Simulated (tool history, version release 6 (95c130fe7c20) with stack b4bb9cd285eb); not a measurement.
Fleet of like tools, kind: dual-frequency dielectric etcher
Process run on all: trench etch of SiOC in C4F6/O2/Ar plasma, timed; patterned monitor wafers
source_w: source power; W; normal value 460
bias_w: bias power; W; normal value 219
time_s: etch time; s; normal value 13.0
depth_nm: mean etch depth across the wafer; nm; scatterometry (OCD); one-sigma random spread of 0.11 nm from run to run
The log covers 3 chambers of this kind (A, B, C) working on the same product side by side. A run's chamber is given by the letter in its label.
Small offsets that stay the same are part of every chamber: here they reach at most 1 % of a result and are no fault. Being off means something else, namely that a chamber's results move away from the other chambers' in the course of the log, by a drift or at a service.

run,hour,source_w,bias_w,time_s,hours since the last wet clean,hours since the last source power generator calibration,hours since the last bias power generator calibration,"read-back reference wafer on the same gauge, depth_nm",depth_nm
1A,7.2,460,219,13.0,175.3,2266.1,466.1,32.184,30.133
2C,14.9,460,219,13.0,311.9,3343.0,1561.9,32.232,30.293
3B,20.4,460,219,13.0,177.7,558.2,1693.9,32.193,30.185
4B,27.4,460,219,13.0,184.7,565.2,1700.9,32.214,30.254
5A,36.4,460,219,13.0,204.5,2295.3,495.3,32.167,30.264
6C,40.9,460,219,13.0,337.9,3369.0,1587.9,32.180,30.293
7A,46.0,460,219,13.0,214.1,2304.9,504.9,32.166,30.172
8B,52.3,580,219,9.5,209.6,590.1,1725.8,32.224,23.908
9C,58.9,580,219,9.5,355.9,3387.0,1605.9,32.203,24.325
10B,64.3,580,219,9.5,221.6,602.1,1737.8,32.201,24.134
11C,70.4,460,219,13.0,367.4,3398.5,1617.4,32.211,30.381
12A,77.6,460,219,13.0,245.7,2336.5,536.5,32.183,30.313
13A,82.8,460,219,13.0,250.9,2341.7,541.7,32.220,30.149
14C,90.6,460,219,13.0,387.6,3418.7,1637.6,32.174,30.307
# hour 94.7: chamber C: wet clean of the chamber
15B,95.9,460,219,13.0,253.2,633.7,1769.4,32.199,30.217
16B,102.7,460,219,13.0,260.0,640.5,1776.2,32.243,30.144
17A,111.4,460,219,13.0,279.5,2370.3,570.3,32.226,30.248
18C,117.1,460,219,13.0,22.4,3445.2,1664.1,32.187,31.143
19C,125.3,460,219,13.0,30.6,3453.4,1672.3,32.182,31.135
20A,130.8,460,219,13.0,298.9,2389.7,589.7,32.198,30.231
21B,136.8,460,219,13.0,294.1,674.6,1810.3,32.158,30.247
22A,141.1,460,219,13.0,309.2,2400.0,600.0,32.174,30.320
23C,146.6,460,219,13.0,51.9,3474.7,1693.6,32.209,31.224
24B,151.7,460,244,13.0,309.0,689.5,1825.2,32.201,31.273
25A,156.0,460,244,13.0,324.1,2414.9,614.9,32.226,31.451
26B,163.7,460,244,13.0,321.0,701.5,1837.2,32.192,31.308

Each of the 3 chambers runs these same settings next. Fill in every chamber's results:
27A,170.2,460,219,14.0,,,,,?
27B,170.2,460,219,14.0,,,,,?
27C,170.2,460,219,14.0,,,,,?

run,depth_nm
27A,32.594
27B,32.357
27C,33.596

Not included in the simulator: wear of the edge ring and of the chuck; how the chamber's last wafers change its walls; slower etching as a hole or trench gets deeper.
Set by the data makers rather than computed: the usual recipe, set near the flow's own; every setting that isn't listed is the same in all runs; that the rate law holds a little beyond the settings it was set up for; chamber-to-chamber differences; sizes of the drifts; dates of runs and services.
